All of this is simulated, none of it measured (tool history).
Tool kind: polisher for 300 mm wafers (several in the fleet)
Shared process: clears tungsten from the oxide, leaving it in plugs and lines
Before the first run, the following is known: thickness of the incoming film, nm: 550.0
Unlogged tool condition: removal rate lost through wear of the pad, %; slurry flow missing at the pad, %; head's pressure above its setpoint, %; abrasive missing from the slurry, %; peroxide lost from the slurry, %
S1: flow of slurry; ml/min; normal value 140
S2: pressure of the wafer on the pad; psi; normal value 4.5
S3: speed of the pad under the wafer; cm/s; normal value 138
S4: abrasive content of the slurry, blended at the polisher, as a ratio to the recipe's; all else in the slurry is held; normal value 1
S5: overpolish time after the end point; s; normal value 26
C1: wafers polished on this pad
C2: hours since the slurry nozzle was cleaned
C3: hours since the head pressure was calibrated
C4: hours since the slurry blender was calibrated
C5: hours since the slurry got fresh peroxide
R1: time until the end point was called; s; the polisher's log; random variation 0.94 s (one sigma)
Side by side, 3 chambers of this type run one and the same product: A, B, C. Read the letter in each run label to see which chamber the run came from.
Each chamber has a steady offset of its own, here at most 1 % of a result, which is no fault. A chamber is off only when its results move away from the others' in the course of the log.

run	hour	S1	S2	S3	S4	S5	C1	C2	C3	C4	C5	R1
# hour 0.2: chamber B: slurry tank refilled with fresh slurry and peroxide
1A	3.4	140	4.5	138	1	26	838	532.8	91.3	75.0	35.6	61.014
2C	9.7	140	4.5	138	1	26	117	145.4	696.2	135.0	87.3	58.326
3B	13.2	140	4.5	138	1	26	353	448.0	280.1	255.9	13.0	60.381
4B	19.0	140	4.5	138	1	26	416	453.8	285.9	261.7	18.8	60.944
# hour 22.7: chamber C: slurry tank refilled with fresh slurry and peroxide
5A	25.7	140	4.5	138	1	26	1080	555.1	113.6	97.3	57.9	59.700
6C	30.7	140	4.5	138	1	26	346	166.4	717.2	156.0	8.1	56.908
# hour 35.5: chamber A: worn pad replaced by a new one
7C	35.9	140	4.5	138	1	26	403	171.6	722.4	161.2	13.3	60.160
# hour 39.6: chamber B: head pressure recalibrated
# hour 39.8: chamber C: slurry blender recalibrated
8A	41.5	140	4.5	138	1	26	66	570.9	129.4	113.1	73.7	60.969
# hour 45.1: chamber B: slurry blender recalibrated
9B	45.6	140	4.5	138	1	26	705	480.4	6.1	0.6	45.4	61.612
10A	49.7	140	4.5	138	1	26	155	579.1	137.6	121.3	81.9	62.276
# hour 50.7: chamber C: worn pad replaced by a new one
11B	53.0	140	4.5	138	1	26	786	487.8	13.5	8.0	52.8	61.996
12C	57.2	140	4.5	138	1	26	71	192.9	743.7	17.5	34.6	59.261
13B	61.7	140	4.5	138	1	26	880	496.5	22.2	16.7	61.5	60.578
# hour 67.4: chamber B: slurry tank refilled with fresh slurry and peroxide
14A	67.6	140	4.5	138	1	26	350	597.0	155.5	139.2	99.8	60.135
15C	71.5	140	4.5	138	1	26	227	207.2	758.0	31.8	48.9	58.472
16C	77.6	140	4.5	138	1	26	293	213.3	764.1	37.9	55.0	59.839
17B	83.3	140	4.5	138	1	26	1116	518.1	43.8	38.3	15.9	62.639
# hour 84.0: chamber C: head pressure recalibrated
18A	88.3	140	4.5	138	1	26	575	617.7	176.2	159.9	120.5	63.056
# hour 92.3: chamber A: slurry blender recalibrated
19A	92.8	140	4.5	138	1	26	624	622.2	180.7	0.6	125.0	63.123
20C	96.2	140	4.5	106	1	26	495	231.9	12.2	56.5	73.6	80.046
21B	101.8	140	4.5	106	1	26	1317	536.6	62.3	56.8	34.4	79.759
# hour 105.4: chamber C: worn pad replaced by a new one
22C	108.9	140	4.5	106	1	26	38	244.6	24.9	69.2	86.3	78.298
23B	113.2	120	3.5	138	1	26	1441	548.0	73.7	68.2	45.8	83.485
# hour 117.9: chamber B: worn pad replaced by a new one
24A	118.6	120	3.5	138	1	26	905	648.0	206.5	26.4	150.8	87.174
25A	123.1	120	3.5	138	1	26	954	652.5	211.0	30.9	155.3	88.302
26B	129.2	140	4.5	138	1	26	123	564.0	89.7	84.2	61.8	61.291
27C	133.7	95	3.5	138	1	26	308	269.4	49.7	94.0	111.1	86.948
28B	137.1	95	3.5	138	1	26	209	571.9	97.6	92.1	69.7	85.891
# hour 139.2: chamber B: slurry tank refilled with fresh slurry and peroxide
# hour 140.1: chamber C: slurry tank refilled with fresh slurry and peroxide
29A	142.7	95	3.5	138	1	26	1167	672.1	230.6	50.5	174.9	97.212
30C	146.1	140	4.5	138	1	26	443	281.8	62.1	106.4	6.0	61.541
31B	150.7	140	3.1	138	1	26	357	585.5	111.2	105.7	11.5	87.041

Has any chamber moved away from the others, gradually or after a service, or does the common gauge drift, or do the chambers differ only by their own small steady offsets? State the chamber and the most likely cause if one applies.

Chamber A drifts away from the others.
What lies behind it: peroxide lost from the slurry, % = 36.4.

Chamber A could run next with any of the 4 candidate recipes listed below; each alters the usual settings, and their results appear as question marks. Which one brings its results back in line with what the other chambers deliver on the usual settings?
A result is in line if it is within this distance of the other chambers' mean on the usual settings: R1 3.300 s
32A-1	155.8	140	4.9	150	1.00	26						?
32A-2	155.8	140	4.1	126	1.00	26						?
32A-3	155.8	135	3.8	118	0.95	26						?
32A-4	155.8	140	6.2	138	1.00	26						?

Average result of the remaining chambers running the usual settings: R1 60.547 s
run	R1
32A-1	61.380
32A-2	87.334
32A-3	102.510
32A-4	52.513
It is 32A-1 that realigns the chamber with its peers.
